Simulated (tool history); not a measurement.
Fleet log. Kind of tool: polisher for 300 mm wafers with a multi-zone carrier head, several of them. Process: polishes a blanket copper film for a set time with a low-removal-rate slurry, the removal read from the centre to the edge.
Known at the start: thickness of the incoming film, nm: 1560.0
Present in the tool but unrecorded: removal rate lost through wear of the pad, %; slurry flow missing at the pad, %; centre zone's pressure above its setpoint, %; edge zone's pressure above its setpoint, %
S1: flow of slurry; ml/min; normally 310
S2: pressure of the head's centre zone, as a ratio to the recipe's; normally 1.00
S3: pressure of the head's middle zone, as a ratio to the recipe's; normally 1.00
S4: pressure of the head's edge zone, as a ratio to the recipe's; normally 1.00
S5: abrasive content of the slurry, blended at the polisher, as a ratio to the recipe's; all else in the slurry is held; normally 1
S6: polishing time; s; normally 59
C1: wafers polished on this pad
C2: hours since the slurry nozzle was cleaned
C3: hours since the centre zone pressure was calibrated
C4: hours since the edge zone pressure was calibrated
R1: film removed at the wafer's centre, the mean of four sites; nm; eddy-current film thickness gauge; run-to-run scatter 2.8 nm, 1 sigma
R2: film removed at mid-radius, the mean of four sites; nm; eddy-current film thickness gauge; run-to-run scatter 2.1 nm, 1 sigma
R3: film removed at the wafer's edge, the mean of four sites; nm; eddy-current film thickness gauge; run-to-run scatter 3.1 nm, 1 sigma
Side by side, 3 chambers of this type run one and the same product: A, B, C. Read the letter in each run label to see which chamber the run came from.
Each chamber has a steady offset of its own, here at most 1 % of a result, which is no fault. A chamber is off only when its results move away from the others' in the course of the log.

run	day	S1	S2	S3	S4	S5	S6	C1	C2	C3	C4	R1	R2	R3
# day 0.133: chamber A: edge zone pressure recalibrated
1A	0.342	310	1.00	1.00	1.00	1	59	454	33.8	112.3	5.1	214.63	212.74	224.25
# day 0.604: chamber C: edge zone pressure recalibrated
2C	0.725	310	1.00	1.00	1.00	1	59	576	69.6	539.2	3.0	221.49	214.32	220.87
3B	1.096	310	1.00	1.00	1.00	1	59	1031	192.0	222.0	219.0	221.32	216.09	212.62
# day 1.150: chamber B: worn pad replaced by a new one
4C	1.425	310	1.00	1.00	1.00	1	59	757	86.4	556.0	19.8	219.43	213.83	221.40
5A	1.612	310	1.00	1.00	1.00	1	59	781	64.3	142.8	35.6	214.54	216.12	217.07
6B	2.008	400	1.00	1.00	1.00	1	59	221	213.9	243.9	240.9	224.45	222.52	220.04
# day 2.129: chamber A: worn pad replaced by a new one
7B	2.421	400	1.00	1.00	1.00	1	59	327	223.8	253.8	250.8	220.96	220.39	214.42
8C	2.662	400	1.00	1.00	1.00	1	59	1076	116.1	585.7	49.5	230.02	218.10	222.84
9A	2.871	310	1.00	1.00	1.00	1	59	192	94.5	173.0	65.8	221.51	218.25	218.76
10A	3.150	310	1.05	1.00	1.00	1	77	264	101.2	179.7	72.5	300.33	283.23	294.54
# day 3.267: chamber C: worn pad replaced by a new one
11C	3.533	310	1.05	1.00	1.00	1	77	69	137.0	606.6	70.4	298.68	279.47	289.06
# day 3.546: chamber B: centre zone pressure recalibrated
12B	3.942	310	1.05	1.00	1.00	1	77	720	260.3	9.5	287.3	295.96	284.00	280.48
13C	4.238	310	1.00	1.00	1.00	1	59	250	153.9	623.5	87.3	214.38	217.04	218.35
14B	4.450	310	1.00	1.00	1.00	1	59	851	272.5	21.7	299.5	220.41	213.28	215.97
15A	4.712	310	1.00	1.00	1.00	1	59	666	138.7	217.2	110.0	217.56	213.11	220.35
# day 5.092: chamber B: worn pad replaced by a new one
16C	5.117	310	1.00	1.00	1.00	1	59	477	175.0	644.6	108.4	222.26	217.57	220.96
17B	5.471	310	1.00	1.00	0.93	1	69	98	297.0	46.2	324.0	253.83	253.22	246.14
18A	5.767	310	1.00	1.00	0.93	1	69	938	164.0	242.5	135.3	253.02	250.15	248.60
19A	6.033	310	1.00	1.00	0.93	1	69	1007	170.4	248.9	141.7	251.70	256.55	250.40
# day 6.162: chamber A: worn pad replaced by a new one
20B	6.358	310	1.00	1.00	1.00	1	59	327	318.3	67.5	345.3	217.06	217.82	221.11
21C	6.767	310	1.00	1.00	1.00	1	59	902	214.6	684.2	148.0	221.54	218.50	213.93
22C	6.962	310	1.00	1.00	1.00	1	59	953	219.3	688.9	152.7	224.84	214.69	221.70
23A	7.375	310	1.00	1.00	1.00	1	59	313	202.6	281.1	173.9	213.26	219.12	219.41
24B	7.567	310	1.00	1.00	1.00	1	59	638	347.3	96.5	374.3	217.38	215.74	217.38
25B	7.758	265	1.00	1.00	1.00	1	59	688	351.9	101.1	378.9	217.64	208.94	213.74
# day 7.850: chamber C: worn pad replaced by a new one
26C	8.121	265	1.00	1.00	1.00	1	59	70	247.1	716.7	180.5	225.24	211.32	218.08
27A	8.538	265	1.00	1.00	1.00	1	59	613	230.5	309.0	201.8	213.76	214.11	210.76
28B	8.908	310	1.00	1.00	1.00	1	59	984	379.5	128.7	406.5	219.32	220.07	212.91
# day 8.958: chamber B: worn pad replaced by a new one
29C	9.158	310	1.00	1.00	1.00	1	71	338	272.0	741.6	205.4	280.34	262.08	262.43
30A	9.392	310	1.00	1.00	1.00	1	71	833	251.0	329.5	222.3	262.99	258.65	264.46
31C	9.625	310	1.00	1.00	1.00	1	71	458	283.2	752.8	216.6	278.41	257.30	261.10
# day 9.825: chamber A: slurry nozzle cleaned
32B	10.038	310	1.00	1.00	1.00	1	59	278	406.6	155.8	433.6	217.28	215.74	217.40
# day 10.279: chamber A: worn pad replaced by a new one
33A	10.467	310	1.00	1.00	1.00	1	59	49	15.4	355.3	248.1	216.48	222.35	220.37
34A	10.838	310	1.00	1.00	1.00	1	59	144	24.3	364.2	257.0	218.12	220.52	223.63
35B	11.088	310	1.00	1.00	1.00	1	59	549	431.8	181.0	458.8	214.54	215.08	216.51
36C	11.446	310	1.00	1.00	1.00	1	59	927	326.9	796.5	260.3	239.16	216.51	217.35
37A	11.833	310	1.00	1.08	0.96	1	59	401	48.2	388.1	280.9	214.03	233.06	219.23
38C	12.142	310	1.00	1.08	0.96	1	59	1107	343.6	813.2	277.0	238.85	234.41	216.72
39B	12.512	310	1.00	1.08	0.96	1	59	916	466.0	215.2	493.0	213.67	233.02	206.84
40C	12.908	310	1.00	1.00	1.00	1	59	1304	362.0	831.6	295.4	242.01	213.02	220.99
41A	13.125	310	1.00	1.00	1.00	1	59	734	79.2	419.1	311.9	217.12	215.44	215.01

Predict what each chamber gives when all 3 of them run the settings below next.
42A	13.429	310	1.00	1.00	1.00	1	59					?	?	?
42B	13.429	310	1.00	1.00	1.00	1	59					?	?	?
42C	13.429	310	1.00	1.00	1.00	1	59					?	?	?

run	R1	R2	R3
42A	216.68	221.69	220.39
42B	219.56	216.28	216.36
42C	246.29	217.34	217.38

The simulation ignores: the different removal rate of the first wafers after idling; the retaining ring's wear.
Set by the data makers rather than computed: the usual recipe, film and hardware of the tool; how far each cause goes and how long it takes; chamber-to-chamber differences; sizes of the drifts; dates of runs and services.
